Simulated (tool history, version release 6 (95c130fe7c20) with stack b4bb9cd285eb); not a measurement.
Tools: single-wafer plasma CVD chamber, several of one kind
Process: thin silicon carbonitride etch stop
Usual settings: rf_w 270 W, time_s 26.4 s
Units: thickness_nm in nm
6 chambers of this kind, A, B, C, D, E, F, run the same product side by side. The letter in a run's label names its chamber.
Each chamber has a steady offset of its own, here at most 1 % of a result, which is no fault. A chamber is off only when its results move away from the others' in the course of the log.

run,day,rf_w,time_s,"read-back reference wafer on the same gauge, thickness_nm",thickness_nm
1E,0.171,270,26.4,18.801,16.462
2C,0.329,270,26.4,18.795,16.641
3D,0.508,270,26.4,18.798,16.514
4F,0.696,270,26.4,18.799,16.32
5B,0.95,270,26.4,18.807,16.572
6A,1.092,270,26.4,18.789,16.291
7D,1.212,270,26.4,18.802,16.594
8A,1.354,270,26.4,18.797,16.345
9B,1.567,270,26.4,18.801,16.564
10F,1.725,220,26.4,18.791,15.455
11C,1.883,220,26.4,18.8,15.64
12E,2.1,220,26.4,18.79,15.394
13C,2.242,220,26.4,18.791,15.592
14D,2.438,220,26.4,18.791,15.509
15B,2.654,220,26.4,18.793,15.572
16F,2.888,270,26.4,18.798,16.248
17E,3.142,270,26.4,18.789,16.382
18A,3.375,270,26.4,18.8,16.261
19E,3.567,270,26.4,18.817,16.401
20A,3.733,270,26.4,18.8,16.319
21D,3.979,270,26.4,18.801,16.515
22C,4.15,270,26.4,18.793,16.676
23B,4.4,270,26.4,18.802,16.578
24F,4.621,270,26.4,18.805,16.306
25C,4.867,270,26.4,18.792,16.571
# day 4.871: chamber A: thermocouple changed; heater temperature recalibrated
26D,5.071,270,26.4,18.784,16.432
27F,5.221,270,26.4,18.786,16.232
28E,5.438,270,26.4,18.796,16.397
29B,5.688,270,26.4,18.81,16.547
30A,5.846,240,26.4,18.796,15.858
31B,6.088,240,26.4,18.789,16.03
32A,6.267,240,26.4,18.804,15.821
33F,6.429,240,26.4,18.797,15.662
34E,6.675,240,26.4,18.813,15.861
35C,6.888,240,26.4,18.801,16.062
36D,7.008,270,26.4,18.8,16.483
37B,7.204,270,26.4,18.806,16.544
38E,7.371,270,26.4,18.799,16.472
39D,7.512,320,22.7,18.792,14.907
40C,7.692,320,22.7,18.804,15.016
41A,7.929,320,22.7,18.804,14.837
42F,8.154,320,22.7,18.8,14.653
43F,8.392,320,22.7,18.805,14.649

What goes on in this fleet: one chamber off, a drifting gauge, or nothing beyond the chambers' own small offsets? Name the chamber and the cause, if any.

Chamber F drifts away from the others.
Cause: delivered RF power below the setpoint (%) = 4.44.

Here are 4 candidates for chamber F's next run, each the usual settings with a change, their results left as question marks. Which one brings its results back in line with what the others give on the usual settings?
In line means no further than this from the other chambers' mean on the usual settings: thickness_nm 0.14 nm
44F-1,8.583,270,25.9,,?
44F-2,8.583,270,26.5,,?
44F-3,8.583,270,26.9,,?
44F-4,8.583,270,26.3,,?

The other chambers' mean on the usual settings: thickness_nm 16.482 nm
run,thickness_nm
44F-1,15.844
44F-2,16.211
44F-3,16.456
44F-4,16.089
44F-3 brings the chamber back in line.

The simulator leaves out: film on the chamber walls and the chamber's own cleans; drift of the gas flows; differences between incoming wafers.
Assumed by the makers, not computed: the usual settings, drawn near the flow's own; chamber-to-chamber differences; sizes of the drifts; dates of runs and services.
